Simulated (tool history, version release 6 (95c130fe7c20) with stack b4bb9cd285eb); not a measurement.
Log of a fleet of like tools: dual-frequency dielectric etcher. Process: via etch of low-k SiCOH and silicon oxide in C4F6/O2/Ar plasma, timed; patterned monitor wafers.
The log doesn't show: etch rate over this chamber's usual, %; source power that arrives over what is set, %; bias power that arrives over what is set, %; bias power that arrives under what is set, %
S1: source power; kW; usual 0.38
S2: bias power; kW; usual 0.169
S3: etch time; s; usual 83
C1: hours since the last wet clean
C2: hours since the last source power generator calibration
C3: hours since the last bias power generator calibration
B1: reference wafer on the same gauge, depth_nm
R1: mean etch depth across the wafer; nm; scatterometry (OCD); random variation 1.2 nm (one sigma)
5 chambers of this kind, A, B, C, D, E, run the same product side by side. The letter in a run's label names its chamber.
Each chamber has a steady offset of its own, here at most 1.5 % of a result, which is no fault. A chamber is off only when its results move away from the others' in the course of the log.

run   hour    S1     S2    S3     C1      C2      C3      B1      R1
 1A    8.2  0.38  0.169    83  344.3  2973.9    1746  205.05  223.64
 2B   15.4  0.38  0.169    83  238.8  3748.8  2351.4  204.92  225.67
 3C   23.2  0.38  0.169    83  318.5  3411.7  1372.9  204.74  222.62
 4E   33.3  0.38  0.169    83  165.9   869.5  1464.4  204.86  224.79
 5D     39  0.32  0.169  93.5   87.1  3310.6  1313.6  205.01  236.78
      43.9  -- chamber B: source power generator calibrated
 6A   46.4  0.32  0.169  93.5  382.5  3012.1  1784.2  204.91  237.11
 7D   53.6  0.32  0.169  93.5  101.7  3325.2  1328.2  204.95  235.62
 8E     60  0.32  0.169  93.5  192.6   896.2  1491.1     205  236.47
 9B   65.1  0.32  0.169  93.5  288.5    21.3  2401.1  205.12  238.19
10C     71  0.38  0.169    83  366.3  3459.5  1420.7  205.02  223.71
11C   81.4  0.38  0.169    83  376.7  3469.9  1431.1  204.84  222.81
12E   90.2  0.38  0.169    83  222.8   926.4  1521.3  204.87  225.21
13B  100.6  0.38  0.155  60.5    324    56.8  2436.6  204.96   159.9
14A  107.2  0.38  0.155  60.5  443.3  3072.9    1845  205.19  158.95
15D  115.8  0.38  0.155  60.5  163.9  3387.4  1390.4  205.31  158.47
16A  124.9  0.38  0.155  60.5    461  3090.6  1862.7  205.04  159.58
     126.1  -- chamber D: source power generator calibrated
17E  132.6  0.38  0.155  60.5  265.2   968.8  1563.7  205.08  159.32
18B  138.8  0.38  0.191    70  362.2      95  2474.8  204.99  197.36
19C  149.2  0.38  0.191    70  444.5  3537.7  1498.9  204.82   196.8
20D  158.8  0.38  0.191    70  206.9    32.7  1433.4  204.73  197.48
       163  -- chamber A: wet clean of the chamber
21C  168.4  0.38  0.191    70  463.7  3556.9  1518.1  205.12  195.04
22D  174.1  0.38  0.191    70  222.2      48  1448.7  204.99  195.41
     180.6  -- chamber B: wet clean of the chamber
23B  184.5  0.38  0.169    83      4   140.7  2520.5  205.35  234.66
24E  190.7  0.38  0.169    83  323.3  1026.9  1621.8  205.03  225.08
25A  199.2  0.38  0.169    83   36.2  3164.9    1937  205.15  223.94
26C  207.6  0.38  0.169    83  502.9  3596.1  1557.3  204.86   222.5
27E  216.6  0.38  0.169    83  349.2  1052.8  1647.7  204.86  224.59
28A  224.2  0.38  0.169    83   61.2  3189.9    1962  205.07  226.28
29B  234.8  0.38  0.169    83   54.3     191  2570.8  205.12  235.02
30D  239.7  0.38  0.169    83  287.8   113.6  1514.3  205.08  224.96
31C  249.7  0.38  0.169    83    545  3638.2  1599.4  205.05  223.84
32A  257.2  0.38  0.169    83   94.2  3222.9    1995  204.96  222.98
33D    263  0.38  0.169    83  311.1   136.9  1537.6  205.23   222.7
34B  269.8  0.38  0.169    83   89.3     226  2605.8  204.97  235.68
35E  277.9  0.38  0.169    83  410.5  1114.1    1709  205.17  224.21
36A    284  0.38  0.169    83    121  3249.7  2021.8  204.95  226.01

Next, every chamber runs the same settings. What will each give?
37A  291.9  0.38  0.169  83                   ?
37B  291.9  0.38  0.169  83                   ?
37C  291.9  0.38  0.169  83                   ?
37D  291.9  0.38  0.169  83                   ?
37E  291.9  0.38  0.169  83                   ?

run      R1
37A  225.69
37B  233.31
37C  221.99
37D  222.86
37E  225.01

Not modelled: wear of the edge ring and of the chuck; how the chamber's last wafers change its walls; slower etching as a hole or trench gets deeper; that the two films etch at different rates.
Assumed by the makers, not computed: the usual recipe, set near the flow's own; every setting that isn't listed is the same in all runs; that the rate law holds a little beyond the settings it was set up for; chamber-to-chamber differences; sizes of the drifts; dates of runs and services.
